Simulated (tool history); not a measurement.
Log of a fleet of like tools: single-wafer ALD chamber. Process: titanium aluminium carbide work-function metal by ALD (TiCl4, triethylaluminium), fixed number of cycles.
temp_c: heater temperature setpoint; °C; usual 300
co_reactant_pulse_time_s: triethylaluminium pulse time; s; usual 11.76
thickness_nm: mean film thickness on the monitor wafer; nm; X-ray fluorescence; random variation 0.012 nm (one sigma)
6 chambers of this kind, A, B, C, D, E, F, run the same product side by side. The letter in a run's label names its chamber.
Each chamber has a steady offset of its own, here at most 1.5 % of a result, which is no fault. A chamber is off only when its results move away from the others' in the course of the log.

| run | day | temp_c | co_reactant_pulse_time_s | hours since the last thermocouple change | hours since the last triethylaluminium bottle change | read-back reference wafer on the same gauge, thickness_nm | thickness_nm |
|---|---|---|---|---|---|---|---|
| 1F | 0.417 | 300 | 11.76 | 277.5 | 1069.4 | 2.1793 | 2.0389 |
| 2C | 0.808 | 300 | 11.76 | 501.1 | 450.5 | 2.1794 | 2.0215 |
| 3D | 1.412 | 300 | 11.76 | 2362 | 574.6 | 2.1791 | 2.0107 |
| 4E | 2.046 | 300 | 11.76 | 1888.3 | 766.5 | 2.1829 | 1.9994 |
| 5A | 2.542 | 300 | 11.76 | 1466.6 | 357 | 2.1791 | 2.0204 |
|  | 2.575 | chamber D: triethylaluminium bottle replaced |
| 6B | 3.096 | 300 | 11.76 | 106 | 241.9 | 2.1797 | 2.0341 |
| 7E | 3.567 | 300 | 11.76 | 1924.8 | 803 | 2.1788 | 2.0188 |
|  | 3.758 | chamber D: thermocouple changed; heater temperature recalibrated |
| 8F | 4.05 | 300 | 11.76 | 364.7 | 1156.6 | 2.1781 | 2.0303 |
| 9C | 4.604 | 300 | 11.76 | 592.2 | 541.6 | 2.185 | 2.0196 |
| 10A | 4.938 | 300 | 11.76 | 1524.1 | 414.5 | 2.1804 | 2.0583 |
| 11D | 5.383 | 300 | 11.76 | 39.1 | 67.4 | 2.1792 | 2.0289 |
| 12B | 5.962 | 300 | 11.76 | 174.8 | 310.7 | 2.1817 | 2.055 |
| 13B | 6.546 | 300 | 11.76 | 188.8 | 324.7 | 2.1784 | 2.072 |
| 14E | 7.025 | 300 | 11.76 | 2007.8 | 886 | 2.1789 | 2.0163 |
| 15D | 7.325 | 300 | 11.76 | 85.7 | 114 | 2.1816 | 2.0257 |
| 16A | 7.817 | 300 | 11.76 | 1593.2 | 483.6 | 2.1788 | 2.0205 |
| 17C | 8.346 | 300 | 11.76 | 682 | 631.4 | 2.177 | 2.0283 |
| 18F | 8.975 | 300 | 11.76 | 482.9 | 1274.8 | 2.1816 | 2.0287 |
| 19B | 9.354 | 300 | 11.76 | 256.2 | 392.1 | 2.1797 | 2.0719 |
| 20D | 9.867 | 300 | 11.76 | 146.7 | 175 | 2.1817 | 2.0228 |
| 21E | 10.525 | 300 | 11.76 | 2091.8 | 970 | 2.1798 | 2.0085 |
| 22F | 10.904 | 300 | 11.76 | 529.2 | 1321.1 | 2.1803 | 2.0303 |
| 23C | 11.417 | 300 | 11.76 | 755.7 | 705.1 | 2.179 | 2.0295 |
| 24A | 11.962 | 300 | 11.76 | 1692.7 | 583.1 | 2.1788 | 2.0204 |
| 25E | 12.312 | 300 | 11.76 | 2134.7 | 1012.9 | 2.1795 | 2.0101 |
| 26A | 12.871 | 300 | 11.76 | 1714.5 | 604.9 | 2.1744 | 2.0407 |
| 27B | 13.279 | 300 | 11.76 | 350.4 | 486.3 | 2.1848 | 2.0441 |
| 28F | 13.767 | 300 | 11.76 | 597.9 | 1389.8 | 2.1757 | 2.0363 |
| 29D | 14.371 | 300 | 11.76 | 254.8 | 283.1 | 2.1794 | 2.0184 |
| 30C | 15.042 | 300 | 11.76 | 842.7 | 792.1 | 2.1841 | 2.0299 |
|  | 15.229 | chamber A: triethylaluminium bottle replaced |
| 31A | 15.371 | 314 | 11.76 | 1774.5 | 3.4 | 2.179 | 2.1502 |
| 32B | 15.671 | 314 | 11.76 | 407.8 | 543.7 | 2.1761 | 2.1989 |
| 33C | 16.142 | 314 | 11.76 | 869.1 | 818.5 | 2.179 | 2.1488 |
| 34F | 16.7 | 314 | 11.76 | 668.3 | 1460.2 | 2.1805 | 2.1545 |
| 35E | 17.158 | 314 | 11.76 | 2251 | 1129.2 | 2.1797 | 2.1309 |
| 36D | 17.771 | 314 | 11.76 | 336.4 | 364.7 | 2.1809 | 2.1415 |
| 37E | 18.308 | 300 | 11.76 | 2278.6 | 1156.8 | 2.1821 | 2.0257 |
| 38F | 18.871 | 300 | 11.76 | 720.4 | 1512.3 | 2.1789 | 2.0363 |
| 39D | 19.371 | 300 | 13.67 | 374.8 | 403.1 | 2.1791 | 2.0361 |
| 40A | 19.862 | 300 | 13.67 | 1882.3 | 111.2 | 2.181 | 2.0445 |

Next, every chamber runs the same settings. What will each give?
| 41A | 20.358 | 300 | 11.76 |  |  |  | ? |
| 41B | 20.358 | 300 | 11.76 |  |  |  | ? |
| 41C | 20.358 | 300 | 11.76 |  |  |  | ? |
| 41D | 20.358 | 300 | 11.76 |  |  |  | ? |
| 41E | 20.358 | 300 | 11.76 |  |  |  | ? |
| 41F | 20.358 | 300 | 11.76 |  |  |  | ? |

| run | thickness_nm |
|---|---|
| 41A | 2.0125 |
| 41B | 2.0721 |
| 41C | 2.0251 |
| 41D | 1.9982 |
| 41E | 2.0162 |
| 41F | 2.0367 |
